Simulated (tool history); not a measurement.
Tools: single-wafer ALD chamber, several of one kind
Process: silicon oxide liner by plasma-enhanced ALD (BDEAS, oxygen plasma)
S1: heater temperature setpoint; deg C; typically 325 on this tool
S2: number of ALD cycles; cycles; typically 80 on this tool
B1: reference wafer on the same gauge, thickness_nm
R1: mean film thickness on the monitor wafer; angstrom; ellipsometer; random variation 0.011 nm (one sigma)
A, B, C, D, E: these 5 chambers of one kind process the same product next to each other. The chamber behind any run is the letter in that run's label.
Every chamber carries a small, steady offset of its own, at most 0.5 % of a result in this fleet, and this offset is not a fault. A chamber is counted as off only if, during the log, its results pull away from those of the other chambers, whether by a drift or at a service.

{"run": "1D", "hour": 10.4, "S1": 325, "S2": 80, "B1": 7.9209, "R1": 71.899}
{"hour": 23.6, "done": "chamber D: thermocouple changed; heater temperature recalibrated"}
{"run": "2C", "hour": 25.4, "S1": 325, "S2": 80, "B1": 7.9172, "R1": 71.503}
{"run": "3A", "hour": 34.1, "S1": 325, "S2": 80, "B1": 7.9175, "R1": 71.99}
{"run": "4E", "hour": 42.7, "S1": 325, "S2": 80, "B1": 7.9127, "R1": 71.693}
{"run": "5B", "hour": 52.7, "S1": 314, "S2": 80, "B1": 7.9157, "R1": 72.887}
{"run": "6C", "hour": 59.6, "S1": 314, "S2": 80, "B1": 7.911, "R1": 72.728}
{"run": "7E", "hour": 72.3, "S1": 314, "S2": 80, "B1": 7.9118, "R1": 72.486}
{"run": "8A", "hour": 80.3, "S1": 314, "S2": 80, "B1": 7.9123, "R1": 73.063}
{"run": "9B", "hour": 89.4, "S1": 314, "S2": 80, "B1": 7.9099, "R1": 73.167}
{"run": "10D", "hour": 101.6, "S1": 325, "S2": 80, "B1": 7.9088, "R1": 71.954}
{"run": "11B", "hour": 113.9, "S1": 325, "S2": 80, "B1": 7.9084, "R1": 71.998}
{"run": "12A", "hour": 123.3, "S1": 325, "S2": 80, "B1": 7.9069, "R1": 71.857}
{"run": "13D", "hour": 132.8, "S1": 325, "S2": 80, "B1": 7.907, "R1": 71.953}
{"run": "14E", "hour": 146.6, "S1": 325, "S2": 80, "B1": 7.9071, "R1": 71.42}
{"run": "15C", "hour": 160.4, "S1": 325, "S2": 80, "B1": 7.9035, "R1": 71.441}
{"run": "16C", "hour": 169.0, "S1": 325, "S2": 80, "B1": 7.9022, "R1": 71.594}
{"run": "17A", "hour": 175.7, "S1": 325, "S2": 80, "B1": 7.9021, "R1": 71.83}
{"run": "18E", "hour": 187.6, "S1": 325, "S2": 80, "B1": 7.9019, "R1": 71.443}
{"run": "19B", "hour": 200.6, "S1": 325, "S2": 80, "B1": 7.8999, "R1": 72.099}
{"run": "20D", "hour": 214.6, "S1": 325, "S2": 80, "B1": 7.8945, "R1": 72.008}
{"run": "21E", "hour": 225.5, "S1": 325, "S2": 80, "B1": 7.8951, "R1": 71.371}
{"run": "22B", "hour": 238.7, "S1": 325, "S2": 80, "B1": 7.8959, "R1": 71.843}
{"run": "23C", "hour": 245.6, "S1": 325, "S2": 80, "B1": 7.8934, "R1": 71.658}
{"run": "24D", "hour": 260.6, "S1": 325, "S2": 80, "B1": 7.8928, "R1": 71.667}
{"run": "25A", "hour": 274.8, "S1": 325, "S2": 80, "B1": 7.8877, "R1": 71.62}
{"run": "26B", "hour": 282.1, "S1": 325, "S2": 80, "B1": 7.888, "R1": 71.846}
{"run": "27C", "hour": 290.1, "S1": 325, "S2": 80, "B1": 7.8897, "R1": 71.363}
{"run": "28A", "hour": 300.8, "S1": 325, "S2": 80, "B1": 7.8911, "R1": 71.706}
{"run": "29E", "hour": 310.8, "S1": 325, "S2": 80, "B1": 7.889, "R1": 71.31}
{"run": "30D", "hour": 324.7, "S1": 325, "S2": 80, "B1": 7.8853, "R1": 71.643}
{"run": "31B", "hour": 333.6, "S1": 325, "S2": 80, "B1": 7.8847, "R1": 72.025}
{"run": "32E", "hour": 341.1, "S1": 325, "S2": 80, "B1": 7.8852, "R1": 71.268}
{"run": "33A", "hour": 355.1, "S1": 325, "S2": 80, "B1": 7.8818, "R1": 71.534}
{"run": "34D", "hour": 364.0, "S1": 325, "S2": 80, "B1": 7.8813, "R1": 71.618}
{"run": "35C", "hour": 370.7, "S1": 325, "S2": 80, "B1": 7.8786, "R1": 71.348}
{"run": "36B", "hour": 382.9, "S1": 325, "S2": 80, "B1": 7.8778, "R1": 71.702}
{"run": "37D", "hour": 392.7, "S1": 325, "S2": 80, "B1": 7.881, "R1": 71.674}
{"run": "38C", "hour": 404.4, "S1": 325, "S2": 80, "B1": 7.8754, "R1": 71.403}
{"run": "39E", "hour": 415.4, "S1": 325, "S2": 80, "B1": 7.8751, "R1": 71.199}
{"run": "40A", "hour": 423.6, "S1": 312, "S2": 66, "B1": 7.8727, "R1": 60.268}
{"run": "41A", "hour": 435.0, "S1": 312, "S2": 66, "B1": 7.8757, "R1": 60.186}
{"run": "42C", "hour": 445.9, "S1": 312, "S2": 66, "B1": 7.8732, "R1": 59.884}

Next, all 5 chambers run the settings below, one line each with question marks for the results. What does each chamber give?
{"run": "43A", "hour": 456.8, "S1": 311, "S2": 80, "R1": "?"}
{"run": "43B", "hour": 456.8, "S1": 311, "S2": 80, "R1": "?"}
{"run": "43C", "hour": 456.8, "S1": 311, "S2": 80, "R1": "?"}
{"run": "43D", "hour": 456.8, "S1": 311, "S2": 80, "R1": "?"}
{"run": "43E", "hour": 456.8, "S1": 311, "S2": 80, "R1": "?"}

run=43A R1=73.165
run=43B R1=72.921
run=43C R1=72.737
run=43D R1=73.089
run=43E R1=72.656
